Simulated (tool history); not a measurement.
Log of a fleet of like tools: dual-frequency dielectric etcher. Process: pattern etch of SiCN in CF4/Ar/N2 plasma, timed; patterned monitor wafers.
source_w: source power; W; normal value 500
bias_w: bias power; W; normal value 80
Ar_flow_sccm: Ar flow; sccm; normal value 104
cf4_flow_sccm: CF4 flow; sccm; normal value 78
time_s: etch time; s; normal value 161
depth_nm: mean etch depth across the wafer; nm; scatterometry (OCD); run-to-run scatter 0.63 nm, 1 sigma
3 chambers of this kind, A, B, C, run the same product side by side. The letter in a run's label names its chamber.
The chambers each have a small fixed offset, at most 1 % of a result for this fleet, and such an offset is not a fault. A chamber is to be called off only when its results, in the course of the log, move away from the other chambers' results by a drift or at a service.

run	day	source_w	bias_w	Ar_flow_sccm	cf4_flow_sccm	time_s	hours since the last wet clean	hours since the last source power generator calibration	hours since the last bias power generator calibration	hours since the last Ar flow controller change	hours since the last CF4 flow controller change	read-back reference wafer on the same gauge, depth_nm	depth_nm
1A	0.088	500	80	104	78	161	501.2	2044.7	760.6	1100.7	311	148.98	157.68
2B	0.212	500	80	104	78	161	261.2	330.4	230.5	5056	652.1	149.01	160.26
3C	0.321	500	80	104	78	161	343.6	1485.3	1983.5	3896.8	1652.6	149	157.51
4B	0.442	500	80	104	78	161	266.7	335.9	236	5061.5	657.6	149.09	160.32
5A	0.592	500	80	104	78	161	513.3	2056.8	772.7	1112.8	323.1	148.99	158.65
6C	0.738	500	80	104	78	161	353.6	1495.3	1993.5	3906.8	1662.6	149.05	158.63
7C	0.892	500	80	104	78	161	357.3	1499	1997.2	3910.5	1666.3	148.97	157.59
8B	1.008	500	80	104	78	161	280.3	349.5	249.6	5075.1	671.2	148.9	159.84
9A	1.108	500	80	104	78	161	525.7	2069.2	785.1	1125.2	335.5	148.89	158.16
10A	1.204	500	80	104	78	161	528	2071.5	787.4	1127.5	337.8	148.8	158.67
11B	1.404	500	80	104	78	161	289.8	359	259.1	5084.6	680.7	149.01	159.66
12C	1.6	500	80	104	78	161	374.3	1516	2014.2	3927.5	1683.3	149.16	157.08
13A	1.796	500	80	104	78	161	542.2	2085.7	801.6	1141.7	352	148.98	159.02
14B	1.971	500	80	104	78	161	303.4	372.6	272.7	5098.2	694.3	149.18	158.81
15C	2.075	500	80	92	67	161	385.7	1527.4	2025.6	3938.9	1694.7	149.03	157.28
16C	2.225	500	80	92	67	161	389.3	1531	2029.2	3942.5	1698.3	149.09	156.42
17B	2.35	500	80	92	67	161	312.5	381.7	281.8	5107.3	703.4	149.02	157.95
18A	2.45	500	80	104	78	161	557.9	2101.4	817.3	1157.4	367.7	148.95	158.1
# day 2.488: chamber B: wet clean of the chamber
19B	2.646	500	80	104	78	161	3.9	388.8	288.9	5114.4	710.5	148.89	160.02
20A	2.833	500	80	104	78	161	567.1	2110.6	826.5	1166.6	376.9	149.03	158.26
21C	2.996	500	80	104	78	161	407.8	1549.5	2047.7	3961	1716.8	148.92	158.46
# day 3.038: chamber A: wet clean of the chamber
22A	3.196	500	80	104	78	161	3.8	2119.3	835.2	1175.3	385.6	148.9	158.52
23C	3.325	500	80	104	78	161	415.7	1557.4	2055.6	3968.9	1724.7	148.92	156.77
24B	3.475	500	80	104	78	161	23.8	408.7	308.8	5134.3	730.4	148.97	159.39
25C	3.596	500	80	82	78	186	422.2	1563.9	2062.1	3975.4	1731.2	149.01	189.07
26B	3.775	500	80	82	78	186	31	415.9	316	5141.5	737.6	149	189.57

Next, all 3 chambers run the settings below, one line each with question marks for the results. What does each chamber give?
27A	3.925	500	80	96	78	161							?
27B	3.925	500	80	96	78	161							?
27C	3.925	500	80	96	78	161							?

run	depth_nm
27A	160.54
27B	161.02
27C	159.68
